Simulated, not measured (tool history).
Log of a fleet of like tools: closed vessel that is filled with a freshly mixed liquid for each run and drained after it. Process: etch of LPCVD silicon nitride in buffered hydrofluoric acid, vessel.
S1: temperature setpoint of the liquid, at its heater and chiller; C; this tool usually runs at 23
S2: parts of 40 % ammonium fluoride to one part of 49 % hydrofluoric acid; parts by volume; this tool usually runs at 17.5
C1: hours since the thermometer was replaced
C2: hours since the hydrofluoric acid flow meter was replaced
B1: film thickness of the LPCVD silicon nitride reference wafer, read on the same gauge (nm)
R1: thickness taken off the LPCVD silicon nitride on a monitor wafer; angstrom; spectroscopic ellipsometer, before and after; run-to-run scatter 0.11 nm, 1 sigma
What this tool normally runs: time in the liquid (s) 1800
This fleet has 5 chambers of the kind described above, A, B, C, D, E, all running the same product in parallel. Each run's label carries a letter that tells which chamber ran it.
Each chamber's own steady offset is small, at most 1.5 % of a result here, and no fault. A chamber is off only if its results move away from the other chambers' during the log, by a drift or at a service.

Run 1E, hour 7.9: usual settings; C1 671.1; C2 553.6; B1 140.01. Result: R1 134.98 angstrom.
Run 2D, hour 18.3: usual settings; C1 84.7; C2 393.1; B1 140.03. Result: R1 135.3 angstrom.
Run 3C, hour 27.4: usual settings; C1 850.6; C2 203.6; B1 139.97. Result: R1 137.58 angstrom.
Run 4B, hour 37.3: usual settings; C1 962; C2 2030.7; B1 140.02. Result: R1 133.66 angstrom.
At hour 38.5: chamber C: thermometer replaced.
Run 5A, hour 46: usual settings; C1 1554.4; C2 461.1; B1 139.97. Result: R1 135.91 angstrom.
Run 6E, hour 58.1: usual settings; C1 721.3; C2 603.8; B1 140.01. Result: R1 137.99 angstrom.
Run 7C, hour 64.6: usual settings; C1 26.2; C2 240.8; B1 140.01. Result: R1 135.91 angstrom.
Run 8D, hour 73.3: usual settings; C1 139.7; C2 448.1; B1 139.99. Result: R1 134.24 angstrom.
Run 9B, hour 79.4: usual settings but S2 20 parts by volume, time in the liquid (s) 1260; C1 1004.1; C2 2072.8; B1 140.02. Result: R1 83.226 angstrom.
At hour 85: chamber B: hydrofluoric acid flow meter replaced.
Run 10A, hour 86.5: usual settings but S2 20 parts by volume, time in the liquid (s) 1260; C1 1594.9; C2 501.6; B1 140.04. Result: R1 84.326 angstrom.
Run 11B, hour 92: usual settings but S2 20 parts by volume, time in the liquid (s) 1260; C1 1016.7; C2 7.1; B1 140.01. Result: R1 82.407 angstrom.
Run 12A, hour 101.8: usual settings but S2 20 parts by volume, time in the liquid (s) 1260; C1 1610.2; C2 516.9; B1 140.01. Result: R1 83.759 angstrom.
Run 13D, hour 112.2: usual settings but S2 20 parts by volume, time in the liquid (s) 1260; C1 178.6; C2 487; B1 140.02. Result: R1 83.068 angstrom.
At hour 122.7: chamber D: hydrofluoric acid flow meter replaced.
Run 14E, hour 122.7: usual settings; C1 785.9; C2 668.4; B1 140.03. Result: R1 136.03 angstrom.
Run 15C, hour 132.7: usual settings; C1 94.3; C2 308.9; B1 140.03. Result: R1 135.8 angstrom.
Run 16D, hour 141: usual settings; C1 207.4; C2 18.3; B1 140.03. Result: R1 136.84 angstrom.
Run 17A, hour 151.1: usual settings; C1 1659.5; C2 566.2; B1 139.98. Result: R1 138.59 angstrom.
Run 18E, hour 157.6: usual settings; C1 820.8; C2 703.3; B1 140.01. Result: R1 134.26 angstrom.
Run 19C, hour 165.2: usual settings but S2 19.5 parts by volume, time in the liquid (s) 1135; C1 126.8; C2 341.4; B1 140.02. Result: R1 77.173 angstrom.
Run 20B, hour 171.8: usual settings but S2 19.5 parts by volume, time in the liquid (s) 1135; C1 1096.5; C2 86.9; B1 140.04. Result: R1 77.946 angstrom.
Run 21C, hour 181.1: usual settings but S2 19.5 parts by volume, time in the liquid (s) 1135; C1 142.7; C2 357.3; B1 140.01. Result: R1 77.135 angstrom.
Run 22A, hour 190.6: usual settings but S2 19.5 parts by volume, time in the liquid (s) 1135; C1 1699; C2 605.7; B1 140. Result: R1 78.104 angstrom.
Run 23D, hour 198.4: usual settings but S2 19.5 parts by volume, time in the liquid (s) 1135; C1 264.8; C2 75.7; B1 140.01. Result: R1 77.117 angstrom.
Run 24B, hour 207.4: usual settings but S1 19.5 C, time in the liquid (s) 2125; C1 1132.1; C2 122.5; B1 139.98. Result: R1 130.83 angstrom.
Run 25E, hour 218.8: usual settings but S1 19.5 C, time in the liquid (s) 2125; C1 882; C2 764.5; B1 140.01. Result: R1 132.97 angstrom.
Run 26D, hour 224.7: usual settings but S1 19.5 C, time in the liquid (s) 2125; C1 291.1; C2 102; B1 139.99. Result: R1 132.62 angstrom.
Run 27B, hour 236.2: usual settings but S1 19.5 C, time in the liquid (s) 2125; C1 1160.9; C2 151.3; B1 140.01. Result: R1 131.82 angstrom.
Run 28C, hour 242.7: usual settings but S1 19.5 C, time in the liquid (s) 2125; C1 204.3; C2 418.9; B1 139.99. Result: R1 132.81 angstrom.
Run 29E, hour 250.2: usual settings; C1 913.4; C2 795.9; B1 139.99. Result: R1 135.26 angstrom.
Run 30A, hour 260.7: usual settings; C1 1769.1; C2 675.8; B1 139.99. Result: R1 142.31 angstrom.
Run 31B, hour 266: usual settings; C1 1190.7; C2 181.1; B1 140.02. Result: R1 135.09 angstrom.
Run 32A, hour 276.8: usual settings; C1 1785.2; C2 691.9; B1 139.97. Result: R1 142.16 angstrom.
Run 33C, hour 286.5: usual settings; C1 248.1; C2 462.7; B1 139.99. Result: R1 137.29 angstrom.
Run 34E, hour 293.9: usual settings; C1 957.1; C2 839.6; B1 140.03. Result: R1 135.59 angstrom.
Run 35D, hour 300.7: usual settings; C1 367.1; C2 178; B1 140.02. Result: R1 138 angstrom.
Run 36C, hour 310.3: usual settings; C1 271.9; C2 486.5; B1 139.98. Result: R1 136.23 angstrom.
Run 37D, hour 320.4: usual settings; C1 386.8; C2 197.7; B1 140.01. Result: R1 137.38 angstrom.
Run 38A, hour 328.4: usual settings; C1 1836.8; C2 743.5; B1 140. Result: R1 143.44 angstrom.
Run 39E, hour 336.8: usual settings; C1 1000; C2 882.5; B1 140.01. Result: R1 136.92 angstrom.
Run 40B, hour 349: usual settings; C1 1273.7; C2 264.1; B1 139.99. Result: R1 134.96 angstrom.
At hour 351.1: chamber B: thermometer replaced.
Run 41B, hour 356.7: usual settings; C1 5.7; C2 271.8; B1 140.03. Result: R1 133.74 angstrom.
Run 42D, hour 366.8: usual settings; C1 433.2; C2 244.1; B1 139.99. Result: R1 136.23 angstrom.
Run 43A, hour 376.3: usual settings; C1 1884.7; C2 791.4; B1 140.02. Result: R1 145.15 angstrom.

One chamber off, gauge drift, or nothing amiss beyond the chambers' own small offsets? If it is a chamber, which one, and what is the likeliest cause?

Little by little, chamber A moves away from the other chambers.
Cause: liquid hotter than its thermometer reads (K) = 1.11.
The log may not tell that from: hydrofluoric acid flow above the setpoint (%).

Which of the 4 candidates below, each the usual settings with something changed and its results left as question marks, puts chamber A back in line with what the other chambers give on the usual settings?
To be in line, a result may differ from the other chambers' mean on the usual settings by at most: R1 4 angstrom
Run 44A-1, hour 385: usual settings but S2 17 parts by volume, time in the liquid (s) 1880. Result: R1 ?.
Run 44A-2, hour 385: usual settings but S2 18 parts by volume, time in the liquid (s) 1710. Result: R1 ?.
Run 44A-3, hour 385: usual settings but time in the liquid (s) 1555. Result: R1 ?.
Run 44A-4, hour 385: usual settings but time in the liquid (s) 2070. Result: R1 ?.

On the usual settings, the other chambers give on average: R1 135.55 angstrom
  run      R1
44A-1  156.81
44A-2  134.81
44A-3  126.04
44A-4  167.78
44A-2 puts the chamber back in line with the other chambers.
